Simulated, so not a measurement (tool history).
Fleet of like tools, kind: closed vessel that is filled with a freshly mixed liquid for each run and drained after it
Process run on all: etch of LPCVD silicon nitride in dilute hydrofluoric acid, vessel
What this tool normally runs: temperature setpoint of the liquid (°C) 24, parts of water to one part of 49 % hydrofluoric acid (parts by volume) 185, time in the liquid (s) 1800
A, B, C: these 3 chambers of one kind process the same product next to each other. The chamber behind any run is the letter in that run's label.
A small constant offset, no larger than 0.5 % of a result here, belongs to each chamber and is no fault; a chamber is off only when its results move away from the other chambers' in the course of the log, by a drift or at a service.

run	day	temperature setpoint of the liquid (°C)	parts of water to one part of 49 % hydrofluoric acid (parts by volume)	time in the liquid (s)	hours since the thermometer was replaced	hours since the hydrofluoric acid flow meter was replaced	read-back film thickness of the LPCVD silicon nitride reference wafer, read on the same gauge (nm)	thickness taken off the LPCVD silicon nitride on a monitor wafer (Å)
1C	0.225	24	185	1800	857.1	767.5	150.01	53.827
2B	0.558	24	185	1800	1601.9	388.0	150.00	53.982
3A	0.812	24	185	1800	349.8	808.6	149.99	54.485
4A	1.108	24	185	1800	356.9	815.7	150.03	54.412
5C	1.317	24	185	1800	883.3	793.7	150.02	53.794
6B	1.508	24	135	2200	1624.7	410.8	150.02	90.878
7B	1.738	24	135	2200	1630.2	416.3	150.02	91.308
8A	1.950	24	135	2200	377.1	835.9	149.96	90.456
9C	2.283	24	185	1800	906.5	816.9	149.98	53.384
10B	2.521	24	105	1215	1649.0	435.1	149.97	65.535
11A	2.729	24	105	1215	395.8	854.6	150.01	63.651
12C	2.917	24	105	1215	921.7	832.1	150.01	62.971
13B	3.217	24	185	1800	1665.7	451.8	149.96	55.929
14A	3.442	24	260	2835	412.9	871.7	150.00	60.957
15C	3.729	24	260	2835	941.2	851.6	150.00	60.630
16B	4.012	24	260	2835	1684.8	470.9	149.97	63.093
17A	4.304	24	185	1800	433.6	892.4	149.99	54.286
18C	4.500	24	185	1800	959.7	870.1	150.03	53.921
19A	4.796	24	185	1800	445.4	904.2	150.02	54.205
20B	5.117	26	220	1800	1711.3	497.4	150.02	54.241
21C	5.429	26	220	1800	982.0	892.4	150.04	51.582
22A	5.629	26	220	1800	465.4	924.2	150.05	52.101
23B	5.808	24	185	1800	1727.9	514.0	150.01	58.000

Each of the 3 chambers runs these same settings next. Fill in every chamber's results:
24A	6.092	24	185	1010				?
24B	6.092	24	185	1010				?
24C	6.092	24	185	1010				?

run	thickness taken off the LPCVD silicon nitride on a monitor wafer (Å)
24A	30.426
24B	32.647
24C	30.034
